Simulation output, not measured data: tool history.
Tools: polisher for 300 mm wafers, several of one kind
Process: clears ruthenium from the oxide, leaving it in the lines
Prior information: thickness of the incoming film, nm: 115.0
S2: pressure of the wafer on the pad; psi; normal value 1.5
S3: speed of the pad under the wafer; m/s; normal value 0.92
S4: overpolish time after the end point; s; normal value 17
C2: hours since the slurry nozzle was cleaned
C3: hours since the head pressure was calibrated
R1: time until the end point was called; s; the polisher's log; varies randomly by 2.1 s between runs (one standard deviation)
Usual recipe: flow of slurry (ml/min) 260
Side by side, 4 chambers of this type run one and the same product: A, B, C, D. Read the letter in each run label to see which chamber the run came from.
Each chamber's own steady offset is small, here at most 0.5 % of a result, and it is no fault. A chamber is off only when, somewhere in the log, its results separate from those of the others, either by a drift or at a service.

{"run": "1D", "day": 0.262, "flow of slurry (ml/min)": 260, "S2": 1.5, "S3": 0.92, "S4": 17, "wafers polished on this pad": 455, "C2": 220.8, "C3": 380.7, "R1": 160.0}
{"run": "2A", "day": 0.4, "flow of slurry (ml/min)": 260, "S2": 1.5, "S3": 0.92, "S4": 17, "wafers polished on this pad": 537, "C2": 41.1, "C3": 536.5, "R1": 159.24}
{"day": 0.588, "done": "chamber B: worn pad replaced by a new one"}
{"run": "3C", "day": 0.621, "flow of slurry (ml/min)": 260, "S2": 1.5, "S3": 0.92, "S4": 17, "wafers polished on this pad": 624, "C2": 79.9, "C3": 224.3, "R1": 158.4}
{"day": 0.638, "done": "chamber D: slurry nozzle cleaned"}
{"day": 0.775, "done": "chamber C: worn pad replaced by a new one"}
{"run": "4B", "day": 0.783, "flow of slurry (ml/min)": 260, "S2": 1.5, "S3": 0.92, "S4": 17, "wafers polished on this pad": 42, "C2": 498.7, "C3": 276.8, "R1": 157.01}
{"run": "5A", "day": 1.058, "flow of slurry (ml/min)": 260, "S2": 1.5, "S3": 1.04, "S4": 17, "wafers polished on this pad": 678, "C2": 56.9, "C3": 552.3, "R1": 139.46}
{"run": "6B", "day": 1.296, "flow of slurry (ml/min)": 260, "S2": 1.5, "S3": 1.04, "S4": 17, "wafers polished on this pad": 151, "C2": 511.0, "C3": 289.1, "R1": 140.55}
{"run": "7C", "day": 1.538, "flow of slurry (ml/min)": 260, "S2": 1.5, "S3": 1.04, "S4": 17, "wafers polished on this pad": 163, "C2": 101.9, "C3": 246.3, "R1": 142.93}
{"run": "8D", "day": 1.725, "flow of slurry (ml/min)": 260, "S2": 1.5, "S3": 1.04, "S4": 17, "wafers polished on this pad": 768, "C2": 26.2, "C3": 415.8, "R1": 137.92}
{"run": "9C", "day": 1.979, "flow of slurry (ml/min)": 260, "S2": 1.5, "S3": 0.92, "S4": 17, "wafers polished on this pad": 257, "C2": 112.5, "C3": 256.9, "R1": 156.47}
{"run": "10D", "day": 2.154, "flow of slurry (ml/min)": 260, "S2": 1.5, "S3": 0.92, "S4": 17, "wafers polished on this pad": 859, "C2": 36.5, "C3": 426.1, "R1": 155.11}
{"run": "11B", "day": 2.35, "flow of slurry (ml/min)": 260, "S2": 1.5, "S3": 0.92, "S4": 17, "wafers polished on this pad": 377, "C2": 536.3, "C3": 314.4, "R1": 155.85}
{"run": "12A", "day": 2.588, "flow of slurry (ml/min)": 260, "S2": 1.9, "S3": 0.92, "S4": 13, "wafers polished on this pad": 1005, "C2": 93.6, "C3": 589.0, "R1": 123.14}
{"run": "13D", "day": 2.85, "flow of slurry (ml/min)": 260, "S2": 1.9, "S3": 0.92, "S4": 13, "wafers polished on this pad": 1008, "C2": 53.2, "C3": 442.8, "R1": 121.65}
{"run": "14C", "day": 2.996, "flow of slurry (ml/min)": 260, "S2": 1.9, "S3": 0.92, "S4": 13, "wafers polished on this pad": 474, "C2": 136.9, "C3": 281.3, "R1": 123.53}
{"day": 3.138, "done": "chamber A: worn pad replaced by a new one"}
{"run": "15B", "day": 3.233, "flow of slurry (ml/min)": 260, "S2": 1.9, "S3": 0.92, "S4": 13, "wafers polished on this pad": 565, "C2": 557.5, "C3": 335.6, "R1": 124.46}
{"run": "16A", "day": 3.488, "flow of slurry (ml/min)": 260, "S2": 1.5, "S3": 0.92, "S4": 17, "wafers polished on this pad": 74, "C2": 115.2, "C3": 610.6, "R1": 157.18}
{"run": "17D", "day": 3.692, "flow of slurry (ml/min)": 260, "S2": 1.5, "S3": 0.92, "S4": 17, "wafers polished on this pad": 1188, "C2": 73.4, "C3": 463.0, "R1": 156.09}
{"day": 3.746, "done": "chamber C: worn pad replaced by a new one"}
{"run": "18C", "day": 3.921, "flow of slurry (ml/min)": 260, "S2": 1.5, "S3": 0.92, "S4": 17, "wafers polished on this pad": 37, "C2": 159.1, "C3": 303.5, "R1": 159.34}
{"run": "19B", "day": 4.167, "flow of slurry (ml/min)": 260, "S2": 1.5, "S3": 0.92, "S4": 17, "wafers polished on this pad": 765, "C2": 579.9, "C3": 358.0, "R1": 154.64}
{"day": 4.179, "done": "chamber B: slurry nozzle cleaned"}
{"run": "20A", "day": 4.388, "flow of slurry (ml/min)": 260, "S2": 1.5, "S3": 0.92, "S4": 17, "wafers polished on this pad": 267, "C2": 136.8, "C3": 632.2, "R1": 155.6}
{"run": "21B", "day": 4.675, "flow of slurry (ml/min)": 260, "S2": 1.5, "S3": 0.92, "S4": 17, "wafers polished on this pad": 873, "C2": 11.9, "C3": 370.2, "R1": 152.52}
{"run": "22C", "day": 4.908, "flow of slurry (ml/min)": 260, "S2": 1.5, "S3": 0.92, "S4": 17, "wafers polished on this pad": 248, "C2": 182.8, "C3": 327.2, "R1": 156.27}
{"day": 5.15, "done": "chamber B: worn pad replaced by a new one"}
{"run": "23D", "day": 5.2, "flow of slurry (ml/min)": 260, "S2": 1.5, "S3": 0.92, "S4": 17, "wafers polished on this pad": 1510, "C2": 109.6, "C3": 499.2, "R1": 158.06}
{"run": "24A", "day": 5.5, "flow of slurry (ml/min)": 260, "S2": 1.5, "S3": 0.92, "S4": 27, "wafers polished on this pad": 504, "C2": 163.5, "C3": 658.9, "R1": 151.52}
{"run": "25D", "day": 5.696, "flow of slurry (ml/min)": 260, "S2": 1.5, "S3": 0.92, "S4": 27, "wafers polished on this pad": 1616, "C2": 121.5, "C3": 511.1, "R1": 157.17}
{"run": "26C", "day": 5.846, "flow of slurry (ml/min)": 260, "S2": 1.5, "S3": 0.92, "S4": 27, "wafers polished on this pad": 448, "C2": 205.3, "C3": 349.7, "R1": 155.88}
{"day": 5.867, "done": "chamber D: worn pad replaced by a new one"}
{"run": "27B", "day": 6.142, "flow of slurry (ml/min)": 260, "S2": 1.5, "S3": 0.92, "S4": 27, "wafers polished on this pad": 212, "C2": 47.1, "C3": 405.4, "R1": 153.73}
{"run": "28A", "day": 6.354, "flow of slurry (ml/min)": 260, "S2": 1.5, "S3": 0.92, "S4": 17, "wafers polished on this pad": 687, "C2": 184.0, "C3": 679.4, "R1": 156.76}
{"day": 6.492, "done": "chamber C: worn pad replaced by a new one"}
{"run": "29D", "day": 6.646, "flow of slurry (ml/min)": 260, "S2": 1.5, "S3": 0.92, "S4": 17, "wafers polished on this pad": 166, "C2": 144.3, "C3": 533.9, "R1": 153.12}
{"day": 6.658, "done": "chamber C: slurry nozzle cleaned"}
{"run": "30A", "day": 6.875, "flow of slurry (ml/min)": 260, "S2": 1.5, "S3": 0.92, "S4": 17, "wafers polished on this pad": 798, "C2": 196.5, "C3": 691.9, "R1": 157.05}
{"run": "31B", "day": 7.083, "flow of slurry (ml/min)": 260, "S2": 1.5, "S3": 0.92, "S4": 17, "wafers polished on this pad": 413, "C2": 69.7, "C3": 428.0, "R1": 152.89}
{"run": "32C", "day": 7.371, "flow of slurry (ml/min)": 260, "S2": 1.5, "S3": 0.92, "S4": 17, "wafers polished on this pad": 188, "C2": 17.2, "C3": 386.3, "R1": 158.76}
{"day": 7.446, "done": "chamber A: worn pad replaced by a new one"}
{"run": "33D", "day": 7.65, "flow of slurry (ml/min)": 260, "S2": 1.5, "S3": 0.92, "S4": 17, "wafers polished on this pad": 381, "C2": 168.4, "C3": 558.0, "R1": 156.94}
{"run": "34C", "day": 7.788, "flow of slurry (ml/min)": 260, "S2": 1.5, "S3": 0.92, "S4": 17, "wafers polished on this pad": 277, "C2": 27.2, "C3": 396.3, "R1": 152.72}
{"run": "35A", "day": 8.1, "flow of slurry (ml/min)": 260, "S2": 1.5, "S3": 0.92, "S4": 17, "wafers polished on this pad": 139, "C2": 225.9, "C3": 721.3, "R1": 156.35}
{"run": "36B", "day": 8.388, "flow of slurry (ml/min)": 260, "S2": 1.5, "S3": 0.92, "S4": 17, "wafers polished on this pad": 692, "C2": 101.0, "C3": 459.3, "R1": 159.41}
{"run": "37A", "day": 8.538, "flow of slurry (ml/min)": 260, "S2": 1.5, "S3": 0.92, "S4": 17, "wafers polished on this pad": 233, "C2": 236.4, "C3": 731.8, "R1": 151.97}
{"run": "38D", "day": 8.833, "flow of slurry (ml/min)": 260, "S2": 1.5, "S3": 0.92, "S4": 17, "wafers polished on this pad": 634, "C2": 196.8, "C3": 586.4, "R1": 156.65}
{"run": "39B", "day": 9.133, "flow of slurry (ml/min)": 260, "S2": 1.5, "S3": 1.16, "S4": 17, "wafers polished on this pad": 851, "C2": 118.9, "C3": 477.2, "R1": 124.76}
{"run": "40C", "day": 9.271, "flow of slurry (ml/min)": 260, "S2": 1.5, "S3": 1.16, "S4": 17, "wafers polished on this pad": 593, "C2": 62.8, "C3": 431.9, "R1": 126.48}
{"run": "41C", "day": 9.483, "flow of slurry (ml/min)": 260, "S2": 1.5, "S3": 1.16, "S4": 17, "wafers polished on this pad": 639, "C2": 67.9, "C3": 437.0, "R1": 126.52}
{"run": "42B", "day": 9.704, "flow of slurry (ml/min)": 260, "S2": 1.5, "S3": 1.16, "S4": 17, "wafers polished on this pad": 973, "C2": 132.6, "C3": 490.9, "R1": 125.68}

Has any chamber moved away from the others, gradually or after a service, or does the common gauge drift, or do the chambers differ only by their own small steady offsets? State the chamber and the most likely cause if one applies.

Nothing is wrong: each chamber keeps only its own small, steady offset and the gauge holds still.

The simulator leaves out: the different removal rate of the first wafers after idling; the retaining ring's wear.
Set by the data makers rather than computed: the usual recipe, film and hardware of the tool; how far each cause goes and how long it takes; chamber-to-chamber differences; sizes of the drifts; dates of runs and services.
